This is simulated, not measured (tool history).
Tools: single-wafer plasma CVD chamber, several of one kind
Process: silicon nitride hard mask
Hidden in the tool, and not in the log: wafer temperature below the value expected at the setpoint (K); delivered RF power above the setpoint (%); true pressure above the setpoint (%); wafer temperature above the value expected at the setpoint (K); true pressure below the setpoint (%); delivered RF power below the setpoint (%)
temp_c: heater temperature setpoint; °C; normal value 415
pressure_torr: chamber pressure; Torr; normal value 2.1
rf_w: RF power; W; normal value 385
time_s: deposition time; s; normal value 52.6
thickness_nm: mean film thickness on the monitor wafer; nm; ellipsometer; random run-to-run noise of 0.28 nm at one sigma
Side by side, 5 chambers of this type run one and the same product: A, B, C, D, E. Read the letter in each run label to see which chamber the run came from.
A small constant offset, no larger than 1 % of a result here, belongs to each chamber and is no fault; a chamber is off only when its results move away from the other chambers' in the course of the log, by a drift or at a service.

run	hour	temp_c	pressure_torr	rf_w	time_s	hours since the last thermocouple change	hours since the last RF generator calibration	hours since the last manometer calibration	read-back reference wafer on the same gauge, thickness_nm	thickness_nm
1D	11.2	415	2.1	385	52.6	2475.0	736.6	675.0	87.788	76.037
2A	19.0	415	2.1	385	52.6	936.4	1024.5	759.6	87.779	75.830
# hour 26.3: chamber D: thermocouple changed; heater temperature recalibrated
3C	27.8	415	2.1	385	52.6	352.7	1582.2	1438.5	87.786	75.177
4B	36.0	415	2.1	385	52.6	2064.1	309.7	645.1	87.891	76.215
5E	45.6	415	2.1	385	52.6	1988.0	2416.3	579.0	87.877	76.197
6D	52.1	415	2.1	385	52.6	25.8	777.5	715.9	87.831	75.600
7B	64.2	405	2.1	345	52.6	2092.3	337.9	673.3	87.793	71.457
8E	73.3	405	2.1	345	52.6	2015.7	2444.0	606.7	87.787	71.605
9A	80.6	405	2.1	345	52.6	998.0	1086.1	821.2	87.894	71.853
10C	95.3	405	2.1	345	52.6	420.2	1649.7	1506.0	87.807	70.446
11C	110.1	405	2.1	345	52.6	435.0	1664.5	1520.8	87.833	70.464
12B	117.5	415	2.1	385	52.6	2145.6	391.2	726.6	87.861	76.161
13E	125.6	415	2.1	385	52.6	2068.0	2496.3	659.0	87.823	76.174
14A	136.2	415	2.1	385	52.6	1053.6	1141.7	876.8	87.821	76.135
# hour 137.1: chamber A: thermocouple changed; heater temperature recalibrated
15D	148.1	415	2.1	385	52.6	121.8	873.5	811.9	87.849	75.821
16D	160.4	415	2.1	385	52.6	134.1	885.8	824.2	87.878	75.929
17C	173.3	415	2.1	385	52.6	498.2	1727.7	1584.0	87.733	75.058
18B	180.2	415	2.1	385	52.6	2208.3	453.9	789.3	87.789	76.978
19A	193.2	415	2.1	385	52.6	56.1	1198.7	933.8	87.806	76.127
20E	207.7	415	2.1	385	52.6	2150.1	2578.4	741.1	87.837	75.772
21B	216.7	415	2.1	385	52.6	2244.8	490.4	825.8	87.776	76.356
22D	224.4	415	2.1	385	52.6	198.1	949.8	888.2	87.838	75.754
# hour 225.0: chamber E: RF generator calibrated
# hour 233.6: chamber B: thermocouple changed; heater temperature recalibrated
23E	236.9	415	2.1	385	52.6	2179.3	11.9	770.3	87.725	75.406
24C	247.3	415	2.1	385	52.6	572.2	1801.7	1658.0	87.852	75.077
25A	258.4	415	2.1	385	52.6	121.3	1263.9	999.0	87.754	76.698
# hour 265.1: chamber A: capacitance manometer re-zeroed and calibrated
26E	267.8	415	2.1	385	52.6	2210.2	42.8	801.2	87.902	75.959
27D	280.8	426	2.1	385	55.9	254.5	1006.2	944.6	87.819	79.875
28C	288.4	426	2.1	385	55.9	613.3	1842.8	1699.1	87.795	79.213
29A	301.0	426	2.1	385	55.9	163.9	1306.5	35.9	87.843	80.569
30B	313.1	426	2.1	385	55.9	79.5	586.8	922.2	87.805	80.903
31B	324.7	426	2.1	385	55.9	91.1	598.4	933.8	87.787	80.784
32E	336.7	415	2.1	385	52.6	2279.1	111.7	870.1	87.713	76.091
33D	349.5	415	2.1	385	52.6	323.2	1074.9	1013.3	87.778	75.450
34A	364.3	415	2.1	385	52.6	227.2	1369.8	99.2	87.802	76.207
35C	372.0	415	2.1	385	52.6	696.9	1926.4	1782.7	87.796	73.909
# hour 377.5: chamber E: thermocouple changed; heater temperature recalibrated
36B	382.4	415	2.1	385	52.6	148.8	656.1	991.5	87.865	76.302
37A	392.6	415	2.1	385	52.6	255.5	1398.1	127.5	87.849	75.952
38E	399.0	415	2.1	385	52.6	21.5	174.0	932.4	87.868	75.843
39D	410.2	415	2.1	385	52.6	383.9	1135.6	1074.0	87.923	76.167
40C	421.3	415	2.1	385	52.6	746.2	1975.7	1832.0	87.785	73.891
41E	428.0	415	2.1	385	52.6	50.5	203.0	961.4	87.852	75.596
42A	438.6	415	2.1	385	52.6	301.5	1444.1	173.5	87.790	76.244

Does one chamber stand apart from the rest, does the shared gauge drift, or is all well apart from small per-chamber offsets? Give the chamber and the most likely cause, where there is one.

One chamber, C, drifts off from the rest bit by bit.
What lies behind it: delivered RF power below the setpoint (%) = 4.32.

Chamber C could run next with any of the 4 candidate recipes listed below; each alters the usual settings, and their results appear as question marks. Which one brings its results back in line with what the other chambers deliver on the usual settings?
In-line tolerance around the mean of the other chambers on the usual settings: thickness_nm 0.990 nm
43C-1	449.2	415	2.14	395	54.9					?
43C-2	449.2	415	2.08	380	51.4					?
43C-3	449.2	415	2.12	390	53.8					?
43C-4	449.2	415	1.99	355	52.6					?

Other chambers, usual settings, mean: thickness_nm 76.038 nm
run	thickness_nm
43C-1	78.346
43C-2	71.087
43C-3	75.987
43C-4	68.935
43C-3 is the one that brings the chamber's results back in line with the other chambers.
